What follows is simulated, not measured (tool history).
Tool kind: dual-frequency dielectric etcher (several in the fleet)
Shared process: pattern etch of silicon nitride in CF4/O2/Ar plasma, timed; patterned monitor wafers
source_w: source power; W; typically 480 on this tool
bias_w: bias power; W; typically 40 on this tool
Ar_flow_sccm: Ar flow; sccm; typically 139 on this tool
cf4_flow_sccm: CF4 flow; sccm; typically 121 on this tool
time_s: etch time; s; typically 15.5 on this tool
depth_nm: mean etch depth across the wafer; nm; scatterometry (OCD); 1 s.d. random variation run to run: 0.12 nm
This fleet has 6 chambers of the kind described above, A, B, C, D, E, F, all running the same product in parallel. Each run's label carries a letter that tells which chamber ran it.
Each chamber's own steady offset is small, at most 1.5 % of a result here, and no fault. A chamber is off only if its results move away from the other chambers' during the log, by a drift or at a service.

| run | day | source_w | bias_w | Ar_flow_sccm | cf4_flow_sccm | time_s | read-back reference wafer on the same gauge, depth_nm | depth_nm |
|---|---|---|---|---|---|---|---|---|
| 1A | 0.338 | 480 | 40 | 139 | 121 | 15.5 | 30.402 | 25.385 |
|  | 0.362 | chamber C: wet clean of the chamber |
| 2B | 0.562 | 480 | 40 | 139 | 121 | 15.5 | 30.404 | 25.976 |
| 3E | 0.896 | 480 | 40 | 139 | 121 | 15.5 | 30.431 | 25.694 |
| 4C | 1.229 | 480 | 40 | 139 | 121 | 15.5 | 30.410 | 25.864 |
|  | 1.300 | chamber D: wet clean of the chamber |
| 5D | 1.475 | 480 | 40 | 139 | 121 | 15.5 | 30.354 | 25.616 |
| 6F | 1.804 | 480 | 40 | 139 | 121 | 15.5 | 30.435 | 25.437 |
| 7A | 2.133 | 480 | 40 | 139 | 121 | 15.5 | 30.396 | 25.413 |
| 8F | 2.329 | 480 | 40 | 139 | 121 | 15.5 | 30.415 | 25.248 |
| 9B | 2.671 | 480 | 40 | 139 | 121 | 15.5 | 30.370 | 25.957 |
| 10D | 2.875 | 480 | 40 | 139 | 121 | 15.5 | 30.400 | 25.553 |
| 11E | 3.121 | 480 | 40 | 139 | 121 | 15.5 | 30.416 | 25.843 |
| 12C | 3.371 | 480 | 40 | 139 | 121 | 15.5 | 30.401 | 26.026 |
| 13A | 3.567 | 480 | 40 | 139 | 121 | 15.5 | 30.430 | 25.579 |
| 14C | 3.783 | 480 | 40 | 139 | 121 | 15.5 | 30.376 | 26.071 |
| 15E | 3.983 | 390 | 40 | 139 | 121 | 15.5 | 30.412 | 21.599 |
| 16F | 4.188 | 390 | 40 | 139 | 121 | 15.5 | 30.414 | 21.388 |
| 17B | 4.392 | 390 | 40 | 139 | 121 | 15.5 | 30.383 | 21.801 |
| 18D | 4.583 | 390 | 40 | 139 | 121 | 15.5 | 30.390 | 21.309 |
| 19D | 4.746 | 390 | 40 | 139 | 121 | 15.5 | 30.397 | 21.404 |
| 20A | 5.058 | 390 | 40 | 139 | 121 | 15.5 | 30.410 | 21.325 |
|  | 5.246 | chamber E: wet clean of the chamber |
| 21B | 5.346 | 480 | 40 | 139 | 121 | 15.5 | 30.415 | 25.918 |
|  | 5.392 | chamber B: bias power generator calibrated |
| 22C | 5.683 | 480 | 40 | 139 | 121 | 15.5 | 30.406 | 25.964 |
| 23E | 5.983 | 480 | 40 | 139 | 121 | 15.5 | 30.397 | 25.894 |
| 24F | 6.212 | 480 | 40 | 139 | 121 | 15.5 | 30.439 | 25.559 |
| 25E | 6.496 | 480 | 45 | 139 | 121 | 15.5 | 30.362 | 27.289 |
|  | 6.529 | chamber B: Ar flow controller replaced |
| 26F | 6.754 | 480 | 45 | 139 | 121 | 15.5 | 30.392 | 26.652 |
| 27C | 6.946 | 480 | 45 | 139 | 121 | 15.5 | 30.419 | 27.201 |
| 28D | 7.204 | 480 | 45 | 139 | 121 | 15.5 | 30.399 | 26.666 |
| 29A | 7.388 | 480 | 45 | 139 | 121 | 15.5 | 30.409 | 26.533 |
| 30B | 7.671 | 480 | 45 | 139 | 121 | 15.5 | 30.434 | 26.994 |
| 31D | 7.883 | 480 | 40 | 139 | 121 | 15.5 | 30.388 | 25.447 |
|  | 8.175 | chamber F: wet clean of the chamber |
| 32E | 8.217 | 480 | 40 | 139 | 121 | 15.5 | 30.377 | 26.446 |
| 33F | 8.383 | 480 | 33 | 139 | 121 | 15.5 | 30.404 | 23.917 |
| 34C | 8.588 | 480 | 33 | 139 | 121 | 15.5 | 30.410 | 24.249 |
| 35B | 8.758 | 480 | 33 | 139 | 121 | 15.5 | 30.413 | 24.267 |
| 36A | 8.942 | 480 | 33 | 139 | 121 | 15.5 | 30.426 | 23.845 |
| 37F | 9.179 | 480 | 33 | 139 | 121 | 15.5 | 30.408 | 23.765 |
| 38B | 9.471 | 480 | 33 | 139 | 121 | 15.5 | 30.419 | 24.162 |

One chamber off, gauge drift, or nothing amiss beyond the chambers' own small offsets? If it is a chamber, which one, and what is the likeliest cause?

It is chamber E that slowly wanders off from its peers.
Likeliest cause: source power that arrives over what is set, % = 3.45.

Chamber E could run next with any of the 4 candidate recipes listed below; each alters the usual settings, and their results appear as question marks. Which one brings its results back in line with what the other chambers deliver on the usual settings?
Maximum distance from the other chambers' mean on the usual settings for a result to count as in line: depth_nm 0.410 nm
| 39E-1 | 9.721 | 490 | 41 | 138 | 121 | 16.0 |  | ? |
| 39E-2 | 9.721 | 480 | 40 | 139 | 121 | 16.0 |  | ? |
| 39E-3 | 9.721 | 450 | 39 | 139 | 121 | 15.5 |  | ? |
| 39E-4 | 9.721 | 480 | 40 | 139 | 121 | 15.0 |  | ? |

Usual-settings mean across the other chambers: depth_nm 25.668 nm
| run | depth_nm |
|---|---|
| 39E-1 | 28.155 |
| 39E-2 | 27.382 |
| 39E-3 | 24.862 |
| 39E-4 | 25.671 |
39E-4 is the one that brings the chamber's results back in line with the other chambers.
